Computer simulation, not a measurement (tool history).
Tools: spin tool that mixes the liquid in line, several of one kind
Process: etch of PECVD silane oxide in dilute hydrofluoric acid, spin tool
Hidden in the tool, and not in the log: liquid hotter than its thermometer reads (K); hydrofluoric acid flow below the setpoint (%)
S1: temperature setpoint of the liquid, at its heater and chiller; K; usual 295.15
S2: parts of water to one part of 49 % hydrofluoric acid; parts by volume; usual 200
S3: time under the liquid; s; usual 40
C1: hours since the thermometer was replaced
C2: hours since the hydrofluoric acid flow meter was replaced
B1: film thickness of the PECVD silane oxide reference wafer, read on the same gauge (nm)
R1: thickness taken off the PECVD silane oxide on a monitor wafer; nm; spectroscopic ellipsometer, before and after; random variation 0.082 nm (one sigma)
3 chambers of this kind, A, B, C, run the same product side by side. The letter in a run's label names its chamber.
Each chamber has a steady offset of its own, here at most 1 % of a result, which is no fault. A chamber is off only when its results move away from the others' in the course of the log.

run	day	S1	S2	S3	C1	C2	B1	R1
1B	0.308	295.15	200	40	1319.6	348.6	150.03	8.1701
2C	0.742	295.15	200	40	1100.8	1831.9	149.96	8.3708
3A	1.312	295.15	200	40	1199.3	187.4	150.01	8.2912
4A	1.742	295.15	200	40	1209.6	197.7	149.99	8.1892
5C	2.046	295.15	120	55	1132.1	1863.2	150.02	20.978
6B	2.342	295.15	120	55	1368.4	397.4	150.01	20.856
7C	2.654	295.15	120	55	1146.7	1877.8	150	21.057
8A	3.067	295.15	200	40	1241.4	229.5	149.99	8.2833
# day 3.412: chamber C: hydrofluoric acid flow meter replaced
9B	3.533	295.15	200	40	1397	426	149.96	8.1354
10A	3.992	295.15	200	40	1263.6	251.7	150.04	8.23
11C	4.325	295.15	200	40	1186.8	21.9	150	8.1125
12B	4.721	295.15	200	40	1425.5	454.5	150.03	8.1332
13C	5.233	295.15	200	40	1208.6	43.7	150.01	8.0566
14A	5.721	299.15	165	40	1305.1	293.2	149.99	12.112
15B	6.254	299.15	165	40	1462.3	491.3	149.96	11.681
16A	6.562	299.15	165	40	1325.3	313.4	149.99	12.139
17C	7.146	297.65	200	40	1254.5	89.6	149.99	8.9417
18B	7.571	297.65	200	40	1493.9	522.9	150	8.5364
19A	7.85	297.65	200	40	1356.2	344.3	149.96	9.1184
20C	8.325	295.15	200	40	1282.8	117.9	150.05	8.3367
21B	8.662	295.15	200	40	1520.1	549.1	149.99	7.6509
22B	9.254	295.15	200	40	1534.3	563.3	149.99	7.5551
23C	9.608	295.15	200	40	1313.6	148.7	149.97	8.2897
24A	9.938	295.15	200	40	1406.3	394.4	150.03	8.4104

Next, every chamber runs the same settings. What will each give?
25A	10.362	295.15	200	20				?
25B	10.362	295.15	200	20				?
25C	10.362	295.15	200	20				?

run	R1
25A	4.1108
25B	3.7362
25C	4.185
